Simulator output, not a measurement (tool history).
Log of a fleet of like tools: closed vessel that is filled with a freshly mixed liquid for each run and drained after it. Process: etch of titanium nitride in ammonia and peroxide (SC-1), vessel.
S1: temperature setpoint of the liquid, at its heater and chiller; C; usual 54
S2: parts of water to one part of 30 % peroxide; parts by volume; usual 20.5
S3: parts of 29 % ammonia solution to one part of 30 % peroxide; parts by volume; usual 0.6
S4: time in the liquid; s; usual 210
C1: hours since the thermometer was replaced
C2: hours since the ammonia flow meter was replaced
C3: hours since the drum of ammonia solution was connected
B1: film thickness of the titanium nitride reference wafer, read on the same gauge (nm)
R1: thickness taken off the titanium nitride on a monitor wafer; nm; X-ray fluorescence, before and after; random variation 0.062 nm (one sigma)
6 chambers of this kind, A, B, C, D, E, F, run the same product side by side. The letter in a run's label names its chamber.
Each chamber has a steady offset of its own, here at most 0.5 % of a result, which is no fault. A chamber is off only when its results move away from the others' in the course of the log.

run   hour    S1    S2   S3   S4      C1      C2      C3      B1      R1
 1F      6    54  20.5  0.6  210  2913.7   400.8   131.3   80.02  9.2791
 2A   11.5    54  20.5  0.6  210  1534.4   186.8   722.3   79.99  9.3559
 3E   17.1    54  20.5  0.6  210   155.8  1795.3    69.6   79.99  9.3354
 4C   24.5    54  20.5  0.6  210   976.5   497.1     778  80.033  9.2308
 5D     35  57.5  20.5  0.8  210    2214   864.7   498.1  80.004  12.355
      36.8  -- chamber C: thermometer replaced
 6B   41.7  57.5  20.5  0.8  210  1042.7   498.5   251.2  79.958  12.286
 7C   51.9  57.5  20.5  0.8  210    15.1   524.5   805.4  80.027  12.358
 8D   57.2  57.5  20.5  0.8  210  2236.2   886.9   520.3  80.003  12.554
 9F   66.6  57.5  20.5  0.8  210  2974.3   461.4   191.9      80  12.372
10A     75  57.5  20.5  0.8  210  1597.9   250.3   785.8  80.045  12.492
11B   82.9    54  20.5  0.6  210  1083.9   539.7   292.4  79.994  9.2126
12E     90    54  20.5  0.6  210   228.7  1868.2   142.5  79.993  9.3762
13A   95.3    54  20.5  0.6  210  1618.2   270.6   806.1  80.024  9.3583
14B  101.9    54  20.5  0.6  210  1102.9   558.7   311.4  80.002  9.1485
15D  109.5    54  20.5  0.6  210  2288.5   939.2   572.6  79.981  9.2745
16C  114.4    54  20.5  0.6  210    77.6     587   867.9   80.01  9.2741
17E  121.5    54  20.5  0.6  210   260.2  1899.7     174  79.993  9.2668
18F  129.3    54  20.5  0.6  210    3037   524.1   254.6   79.99  9.1401
19C  136.7    54  20.5  0.6  210    99.9   609.3   890.2  79.991   9.372
20F  145.4    54  20.5  0.4  210  3053.1   540.2   270.7  79.971  8.6113
21A  151.2    54  20.5  0.4  210  1674.1   326.5     862  79.993  8.6915
     157.9  -- chamber F: ammonia flow meter replaced
22D  158.7    54  20.5  0.4  210  2337.7   988.4   621.8   79.97   8.608
       160  -- chamber C: new drum of ammonia solution connected
23E  167.3    54  20.5  0.4  210     306  1945.5   219.8  79.989  8.5944
     171.2  -- chamber C: ammonia flow meter replaced
     172.8  -- chamber D: thermometer replaced
24B  174.5    54  20.5  0.4  210  1175.5   631.3     384  80.001  8.2934
25A  184.6    54  20.5  0.4  210  1707.5   359.9   895.4  80.032  8.6579
26D  192.1    54  20.5  0.6  210    19.3  1021.8   655.2  80.026  9.3043
27E  201.2    54  20.5  0.6  210   339.9  1979.4   253.7  79.989   9.361
     207.3  -- chamber E: new drum of ammonia solution connected
28C  210.4    54  20.5  0.6  210   173.6    39.3    50.4  79.988  9.1947
29F    216    54  20.5  0.6  210  3123.7    58.1   341.3  80.013  9.2036
30B  221.1    54  20.5  0.6  210  1222.1   677.9   430.6  79.995  8.8388
31E  229.4    54  20.5  0.6  210   368.1  2007.6    22.2      80  9.2605
32D  235.5    54  20.5  0.6  210    62.7  1065.2   698.6  80.014   9.228
33F    245    54  20.5  0.6  210  3152.7    87.1   370.3  79.998    9.18
34A  253.4    54  20.5  0.6  210  1776.3   428.7   964.2   79.96  9.4459
     257.4  -- chamber F: thermometer replaced
35C  262.1    54  20.5  0.6  210   225.3      91   102.1  80.001   9.376
36B    268    54  20.5  0.6  210    1269   724.8   477.5  79.999  8.6903
37F  273.2    54  20.5  0.6  210    15.8   115.3   398.5  80.008  9.2585
38D  282.5    54  20.5  0.6  210   109.7  1112.2   745.6  80.005  9.2714
39C  292.8    54  20.5  0.6  210     256   121.7   132.8  80.007  9.2329
40B  297.8    54  20.5  0.6  210  1298.8   754.6   507.3  79.994  8.6296
41A  303.9    54  20.5  0.6  210  1826.8   479.2  1014.7  80.016  9.2631
42E    313    54  20.5  0.6  210   451.7  2091.2   105.8  80.002  9.3178

Is one chamber off against the others, does the gauge drift, or is nothing wrong? If a chamber is off, say which, and what the likeliest cause is.

Chamber B drifts away from the others.
Cause: liquid colder than its thermometer reads (K) = 1.35.

Here are 4 candidates for chamber B's next run, each the usual settings with a change, their results left as question marks. Which one brings its results back in line with what the others give on the usual settings?
In line means no further than this from the other chambers' mean on the usual settings: R1 0.22 nm
43B-1  320.6    54    19  0.6  210                   ?
43B-2  320.6    54  20.5  0.6  200                   ?
43B-3  320.6    54  20.5  0.6  230                   ?
43B-4  320.6  53.5    21  0.6  200                   ?

The other chambers' mean on the usual settings: R1 9.3077 nm
  run      R1
43B-1  8.8799
43B-2  8.1024
43B-3  9.3178
43B-4  7.7283
43B-3 brings the chamber back in line.
